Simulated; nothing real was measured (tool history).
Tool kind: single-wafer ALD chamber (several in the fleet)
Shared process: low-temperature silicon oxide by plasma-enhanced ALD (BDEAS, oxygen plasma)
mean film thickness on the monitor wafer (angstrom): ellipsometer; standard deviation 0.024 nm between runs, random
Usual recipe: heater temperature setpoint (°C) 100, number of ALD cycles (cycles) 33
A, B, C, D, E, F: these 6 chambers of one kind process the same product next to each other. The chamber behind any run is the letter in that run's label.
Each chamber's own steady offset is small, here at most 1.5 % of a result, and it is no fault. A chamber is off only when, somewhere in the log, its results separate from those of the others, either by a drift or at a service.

| run | hour | heater temperature setpoint (°C) | number of ALD cycles (cycles) | read-back reference wafer on the same gauge, thickness_nm | mean film thickness on the monitor wafer (angstrom) |
|---|---|---|---|---|---|
| 1A | 5.2 | 100 | 33 | 4.7213 | 46.681 |
| 2C | 8.3 | 100 | 33 | 4.7232 | 47.806 |
| 3E | 12.5 | 100 | 33 | 4.7224 | 47.437 |
| 4B | 15.4 | 100 | 33 | 4.7183 | 46.562 |
| 5D | 20.1 | 100 | 33 | 4.7235 | 47.820 |
| 6F | 25.2 | 100 | 38 | 4.7230 | 54.406 |
| 7F | 28.6 | 100 | 38 | 4.7278 | 54.047 |
| 8A | 31.6 | 100 | 38 | 4.7165 | 53.396 |
| 9B | 35.5 | 100 | 38 | 4.7178 | 53.908 |
| 10E | 39.4 | 100 | 38 | 4.7198 | 54.606 |
| 11C | 44.0 | 100 | 38 | 4.7202 | 54.646 |
| 12D | 47.7 | 100 | 33 | 4.7212 | 47.504 |
| 13A | 52.6 | 100 | 33 | 4.7180 | 46.959 |
| 14E | 56.6 | 100 | 33 | 4.7259 | 47.708 |
| 15C | 62.0 | 100 | 36 | 4.7263 | 51.886 |
| 16D | 67.3 | 100 | 36 | 4.7196 | 52.283 |
| 17B | 71.2 | 100 | 36 | 4.7180 | 51.007 |
| 18F | 77.7 | 100 | 36 | 4.7263 | 51.452 |
| 19F | 83.2 | 100 | 36 | 4.7251 | 51.655 |
| 20A | 88.9 | 100 | 36 | 4.7169 | 50.898 |
| 21E | 91.8 | 100 | 33 | 4.7162 | 47.447 |
| 22D | 97.6 | 100 | 33 | 4.7243 | 47.958 |
| 23B | 100.9 | 100 | 33 | 4.7225 | 46.936 |
| 24C | 105.7 | 100 | 33 | 4.7226 | 47.259 |
| 25C | 110.4 | 100 | 33 | 4.7256 | 47.601 |
| 26B | 113.6 | 100 | 33 | 4.7161 | 46.551 |
| 27D | 119.4 | 100 | 33 | 4.7171 | 47.984 |
| 28F | 125.5 | 100 | 33 | 4.7241 | 46.975 |
| 29A | 131.1 | 100 | 33 | 4.7268 | 46.610 |
| 30E | 136.4 | 100 | 33 | 4.7152 | 46.971 |
| 31E | 139.9 | 100 | 33 | 4.7147 | 47.579 |
| 32B | 143.5 | 111 | 39 | 4.7216 | 53.893 |
| 33F | 148.1 | 111 | 39 | 4.7215 | 54.782 |
| 34C | 152.6 | 111 | 39 | 4.7179 | 54.805 |
| 35A | 156.9 | 111 | 39 | 4.7163 | 54.337 |
| 36D | 162.2 | 111 | 39 | 4.7230 | 55.465 |
| 37F | 166.7 | 111 | 39 | 4.7196 | 54.689 |
| 38E | 172.1 | 100 | 33 | 4.7159 | 47.543 |
| 39A | 175.0 | 100 | 33 | 4.7179 | 46.598 |
| 40B | 178.2 | 100 | 33 | 4.7200 | 46.629 |
| 41D | 182.4 | 100 | 33 | 4.7207 | 47.594 |
| 42C | 186.7 | 100 | 33 | 4.7187 | 47.423 |
| 43B | 189.8 | 100 | 33 | 4.7178 | 46.452 |

Next, every chamber runs the same settings. What will each give?
| 44A | 194.4 | 100 | 33 |  | ? |
| 44B | 194.4 | 100 | 33 |  | ? |
| 44C | 194.4 | 100 | 33 |  | ? |
| 44D | 194.4 | 100 | 33 |  | ? |
| 44E | 194.4 | 100 | 33 |  | ? |
| 44F | 194.4 | 100 | 33 |  | ? |

| run | mean film thickness on the monitor wafer (angstrom) |
|---|---|
| 44A | 46.717 |
| 44B | 46.317 |
| 44C | 47.350 |
| 44D | 47.664 |
| 44E | 47.341 |
| 44F | 47.234 |

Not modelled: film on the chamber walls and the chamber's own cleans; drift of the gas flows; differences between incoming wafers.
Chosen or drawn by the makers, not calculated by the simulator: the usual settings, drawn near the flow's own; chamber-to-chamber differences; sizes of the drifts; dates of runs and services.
